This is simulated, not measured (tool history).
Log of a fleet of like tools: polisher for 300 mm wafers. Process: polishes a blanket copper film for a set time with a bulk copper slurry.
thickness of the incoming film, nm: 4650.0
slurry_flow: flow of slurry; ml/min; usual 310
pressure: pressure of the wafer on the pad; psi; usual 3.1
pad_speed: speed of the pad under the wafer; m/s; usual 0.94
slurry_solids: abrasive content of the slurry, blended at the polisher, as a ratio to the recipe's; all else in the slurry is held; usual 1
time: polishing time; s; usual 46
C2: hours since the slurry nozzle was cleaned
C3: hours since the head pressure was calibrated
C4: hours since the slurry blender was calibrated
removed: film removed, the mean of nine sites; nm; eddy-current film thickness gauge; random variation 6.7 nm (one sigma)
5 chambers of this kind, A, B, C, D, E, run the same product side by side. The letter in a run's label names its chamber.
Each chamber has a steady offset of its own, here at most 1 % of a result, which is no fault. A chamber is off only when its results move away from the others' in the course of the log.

Run 1B, hour 5.4: usual settings; wafers polished on this pad 142; C2 363.8; C3 734.8; C4 25.5. Result: removed 480.87 nm.
Run 2C, hour 9.4: usual settings; wafers polished on this pad 183; C2 500.5; C3 1476.7; C4 315.4. Result: removed 482.56 nm.
At hour 14.5: chamber A: slurry nozzle cleaned.
Run 3D, hour 15.4: usual settings; wafers polished on this pad 454; C2 263.8; C3 456.3; C4 83.2. Result: removed 480.59 nm.
Run 4E, hour 19.8: usual settings; wafers polished on this pad 1137; C2 518.4; C3 1131.6; C4 139.4. Result: removed 482.06 nm.
At hour 20.1: chamber E: worn pad replaced by a new one.
At hour 21.7: chamber A: head pressure recalibrated.
Run 5A, hour 24.9: usual settings; wafers polished on this pad 489; C2 10.4; C3 3.3; C4 27.5. Result: removed 490.65 nm.
At hour 26.9: chamber D: worn pad replaced by a new one.
Run 6C, hour 32: usual settings; wafers polished on this pad 466; C2 523.1; C3 1499.3; C4 338. Result: removed 489.61 nm.
Run 7A, hour 37.4: usual settings; wafers polished on this pad 645; C2 22.9; C3 15.8; C4 40. Result: removed 483.2 nm.
Run 8B, hour 42.7: usual settings but pad_speed 1.1 m/s, slurry_solids 0.8; wafers polished on this pad 608; C2 401.1; C3 772.1; C4 62.8. Result: removed 542.25 nm.
Run 9D, hour 49.2: usual settings but pad_speed 1.1 m/s, slurry_solids 0.8; wafers polished on this pad 279; C2 297.6; C3 490.1; C4 117. Result: removed 537.07 nm.
At hour 51.4: chamber A: worn pad replaced by a new one.
At hour 53.6: chamber C: worn pad replaced by a new one.
Run 10E, hour 54: usual settings but pad_speed 1.1 m/s, slurry_solids 0.8; wafers polished on this pad 424; C2 552.6; C3 1165.8; C4 173.6. Result: removed 528.42 nm.
Run 11E, hour 58.7: usual settings but pad_speed 1.1 m/s, slurry_solids 0.8; wafers polished on this pad 482; C2 557.3; C3 1170.5; C4 178.3. Result: removed 535.53 nm.
Run 12B, hour 62.1: usual settings but pad_speed 1.1 m/s, slurry_solids 0.8; wafers polished on this pad 850; C2 420.5; C3 791.5; C4 82.2. Result: removed 536.1 nm.
Run 13C, hour 66.8: usual settings; wafers polished on this pad 166; C2 557.9; C3 1534.1; C4 372.8. Result: removed 483.93 nm.
Run 14A, hour 73.7: usual settings; wafers polished on this pad 279; C2 59.2; C3 52.1; C4 76.3. Result: removed 478.03 nm.
Run 15D, hour 77.2: usual settings; wafers polished on this pad 629; C2 325.6; C3 518.1; C4 145. Result: removed 473.03 nm.
Run 16D, hour 82.1: usual settings; wafers polished on this pad 690; C2 330.5; C3 523; C4 149.9. Result: removed 482.17 nm.
At hour 86.1: chamber C: slurry blender recalibrated.
At hour 86.7: chamber D: worn pad replaced by a new one.
Run 17E, hour 86.7: usual settings; wafers polished on this pad 832; C2 585.3; C3 1198.5; C4 206.3. Result: removed 488.02 nm.
At hour 89.9: chamber B: worn pad replaced by a new one.
Run 18B, hour 90.8: usual settings; wafers polished on this pad 11; C2 449.2; C3 820.2; C4 110.9. Result: removed 479.93 nm.
Run 19A, hour 97.1: usual settings; wafers polished on this pad 571; C2 82.6; C3 75.5; C4 99.7. Result: removed 487.8 nm.
At hour 97.2: chamber C: head pressure recalibrated.
Run 20C, hour 102.6: usual settings; wafers polished on this pad 613; C2 593.7; C3 5.4; C4 16.6. Result: removed 490.69 nm.
At hour 107.3: chamber E: worn pad replaced by a new one.
Run 21E, hour 108: usual settings; wafers polished on this pad 9; C2 606.6; C3 1219.8; C4 227.6. Result: removed 482.34 nm.
Run 22C, hour 111.8: usual settings; wafers polished on this pad 728; C2 602.9; C3 14.6; C4 25.8. Result: removed 469.41 nm.
At hour 113.7: chamber E: head pressure recalibrated.
At hour 114: chamber A: worn pad replaced by a new one.
At hour 114.5: chamber D: slurry nozzle cleaned.
Run 23B, hour 118.6: usual settings; wafers polished on this pad 359; C2 477; C3 848; C4 138.7. Result: removed 485.87 nm.
At hour 123: chamber D: slurry blender recalibrated.
Run 24A, hour 123.8: usual settings but slurry_flow 215 ml/min, pressure 2.3 psi; wafers polished on this pad 122; C2 109.3; C3 102.2; C4 126.4. Result: removed 347.17 nm.
Run 25D, hour 128: usual settings but slurry_flow 215 ml/min, pressure 2.3 psi; wafers polished on this pad 517; C2 13.6; C3 568.9; C4 5.1. Result: removed 351.92 nm.
At hour 129.4: chamber C: worn pad replaced by a new one.
Run 26E, hour 133.5: usual settings but slurry_flow 215 ml/min, pressure 2.3 psi; wafers polished on this pad 327; C2 632.1; C3 19.9; C4 253.1. Result: removed 341.31 nm.
Run 27B, hour 138.6: usual settings but slurry_flow 215 ml/min, pressure 2.3 psi; wafers polished on this pad 609; C2 497; C3 868; C4 158.7. Result: removed 349.5 nm.
At hour 140.7: chamber D: worn pad replaced by a new one.
Run 28C, hour 145.2: usual settings but slurry_flow 215 ml/min, pressure 2.3 psi; wafers polished on this pad 197; C2 636.3; C3 48; C4 59.2. Result: removed 341.18 nm.
Run 29A, hour 152.2: usual settings; wafers polished on this pad 477; C2 137.7; C3 130.6; C4 154.8. Result: removed 489.93 nm.
Run 30D, hour 157.8: usual settings but slurry_solids 0.8, time 32 s; wafers polished on this pad 213; C2 43.4; C3 598.7; C4 34.9. Result: removed 321.91 nm.
Run 31E, hour 163.3: usual settings but slurry_solids 0.8, time 32 s; wafers polished on this pad 700; C2 661.9; C3 49.7; C4 282.9. Result: removed 318.33 nm.
At hour 169: chamber A: worn pad replaced by a new one.
Run 32C, hour 169.5: usual settings but slurry_solids 0.8, time 32 s; wafers polished on this pad 501; C2 660.6; C3 72.3; C4 83.5. Result: removed 316.26 nm.
Run 33A, hour 175.5: usual settings but slurry_solids 0.8, time 32 s; wafers polished on this pad 81; C2 161; C3 153.9; C4 178.1. Result: removed 322.72 nm.
At hour 178: chamber B: worn pad replaced by a new one.
Run 34B, hour 180.8: usual settings but slurry_solids 0.8, time 32 s; wafers polished on this pad 35; C2 539.2; C3 910.2; C4 200.9. Result: removed 319.13 nm.
Run 35D, hour 185.4: usual settings; wafers polished on this pad 558; C2 71; C3 626.3; C4 62.5. Result: removed 497.23 nm.
Run 36E, hour 190.4: usual settings; wafers polished on this pad 1038; C2 689; C3 76.8; C4 310. Result: removed 486.48 nm.
At hour 191.1: chamber C: worn pad replaced by a new one.
At hour 195.2: chamber D: head pressure recalibrated.
Run 37A, hour 195.5: usual settings; wafers polished on this pad 331; C2 181; C3 173.9; C4 198.1. Result: removed 480.27 nm.
At hour 197.6: chamber D: worn pad replaced by a new one.
Run 38D, hour 198.6: usual settings; wafers polished on this pad 12; C2 84.2; C3 3.4; C4 75.7. Result: removed 484.7 nm.
Run 39B, hour 201.9: usual settings; wafers polished on this pad 299; C2 560.3; C3 931.3; C4 222. Result: removed 490.47 nm.
Run 40C, hour 205.1: usual settings but pressure 2.1 psi, slurry_solids 0.9; wafers polished on this pad 175; C2 696.2; C3 107.9; C4 119.1. Result: removed 324.41 nm.
Run 41C, hour 211.6: usual settings but pressure 2.1 psi, slurry_solids 0.9; wafers polished on this pad 256; C2 702.7; C3 114.4; C4 125.6. Result: removed 321.26 nm.
Run 42A, hour 218.6: usual settings but pressure 2.1 psi, slurry_solids 0.9; wafers polished on this pad 619; C2 204.1; C3 197; C4 221.2. Result: removed 327.75 nm.

All 5 chambers run these settings next. Forecast each chamber's results:
Run 43A, hour 223.7: usual settings. Result: removed ?.
Run 43B, hour 223.7: usual settings. Result: removed ?.
Run 43C, hour 223.7: usual settings. Result: removed ?.
Run 43D, hour 223.7: usual settings. Result: removed ?.
Run 43E, hour 223.7: usual settings. Result: removed ?.

run  removed
43A   480.95
43B    485.4
43C   483.15
43D   490.98
43E   481.73

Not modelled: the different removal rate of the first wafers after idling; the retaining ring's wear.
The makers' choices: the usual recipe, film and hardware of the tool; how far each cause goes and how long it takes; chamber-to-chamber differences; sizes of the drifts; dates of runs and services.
